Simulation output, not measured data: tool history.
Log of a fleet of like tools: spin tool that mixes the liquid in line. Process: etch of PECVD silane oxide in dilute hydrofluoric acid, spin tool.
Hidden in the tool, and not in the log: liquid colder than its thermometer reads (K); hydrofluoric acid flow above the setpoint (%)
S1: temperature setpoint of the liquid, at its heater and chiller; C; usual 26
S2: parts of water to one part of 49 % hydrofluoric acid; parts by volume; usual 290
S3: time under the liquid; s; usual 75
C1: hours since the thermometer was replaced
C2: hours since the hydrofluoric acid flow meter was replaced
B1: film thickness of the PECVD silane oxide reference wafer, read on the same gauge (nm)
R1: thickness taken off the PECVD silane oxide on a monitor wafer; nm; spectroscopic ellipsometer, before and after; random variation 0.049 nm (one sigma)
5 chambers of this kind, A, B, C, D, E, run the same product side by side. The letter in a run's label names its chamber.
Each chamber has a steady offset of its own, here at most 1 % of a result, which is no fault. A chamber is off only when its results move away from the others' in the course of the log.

run,hour,S1,S2,S3,C1,C2,B1,R1
1D,3.5,26,290,75,866.2,1353.7,109.99,7.5456
2E,7.1,26,290,75,1147.3,341.7,109.98,7.6771
3B,10.8,26,290,75,1969.1,2059.3,109.99,7.5816
4A,13.6,26,290,75,635.4,335.3,110,7.5656
5C,18.1,26,290,75,2073.8,682.4,109.97,7.7355
6C,20.6,26,290,75,2076.3,684.9,110,7.6259
7D,23.6,26,290,75,886.3,1373.8,109.98,7.6158
8E,28,28.5,290,40,1168.2,362.6,109.97,4.4006
9B,31.6,28.5,290,40,1989.9,2080.1,110.03,4.3641
10A,35.7,28.5,290,40,657.5,357.4,110.01,4.3576
11E,39.8,28.5,290,40,1180,374.4,110.02,4.3822
12B,42.3,28.5,290,40,2000.6,2090.8,110.01,4.432
13A,45.9,26,290,75,667.7,367.6,109.96,7.5259
14D,48.3,26,290,75,911,1398.5,110,7.6647
15C,52.3,26,290,75,2108,716.6,110.03,7.6023
16C,55.2,26,290,75,2110.9,719.5,110,7.5595
17B,58.9,26,290,75,2017.2,2107.4,110.02,7.6833
18E,62.5,26,290,75,1202.7,397.1,110.01,7.5874
19D,64.7,26,290,75,927.4,1414.9,109.99,7.6145
20A,67.1,26,290,75,688.9,388.8,110,7.5712
21E,70.3,26,290,75,1210.5,404.9,109.99,7.6349
22A,73.9,26,290,75,695.7,395.6,110,7.5131
# hour 76: chamber B: hydrofluoric acid flow meter replaced
23D,76.8,26,290,75,939.5,1427,109.99,7.6154
24C,79.4,26,290,75,2135.1,743.7,109.99,7.7233
25B,83.4,26,290,75,2041.7,7.4,110,7.5785
26C,86.3,26,290,75,2142,750.6,109.97,7.701
27D,90.5,26,290,75,953.2,1440.7,110,7.8073
28B,93.1,26,160,115,2051.4,17.1,110.01,24.345
29E,97.1,26,160,115,1237.3,431.7,110.02,24.099
30A,99.9,26,160,115,721.7,421.6,109.98,23.811
31A,104.1,26,160,115,725.9,425.8,110,24.166
32D,107,26,160,115,969.7,1457.2,110.01,25.366
33C,110.4,26,290,75,2166.1,774.7,110,7.6718
34E,114.7,26,290,75,1254.9,449.3,110,7.67
35B,118.4,26,290,75,2076.7,42.4,110.02,7.6333
36E,121.2,26,200,115,1261.4,455.8,110,18.467
37D,124.2,26,200,115,986.9,1474.4,109.99,19.369

Is one chamber off against the others, does the gauge drift, or is nothing wrong? If a chamber is off, say which, and what the likeliest cause is.

Chamber D drifts away from the others.
Cause: hydrofluoric acid flow above the setpoint (%) = 3.37.
The log may not tell that from: liquid hotter than its thermometer reads (K).

Here are 4 candidates for chamber D's next run, each the usual settings with a change, their results left as question marks. Which one brings its results back in line with what the others give on the usual settings?
In line means no further than this from the other chambers' mean on the usual settings: R1 0.17 nm
38D-1,127.5,26,300,75,,,,?
38D-2,127.5,27,290,75,,,,?
38D-3,127.5,28.5,290,75,,,,?
38D-4,127.5,26,310,75,,,,?

The other chambers' mean on the usual settings: R1 7.5966 nm
run,R1
38D-1,7.5622
38D-2,8.1772
38D-3,8.5964
38D-4,7.242
38D-1 brings the chamber back in line.
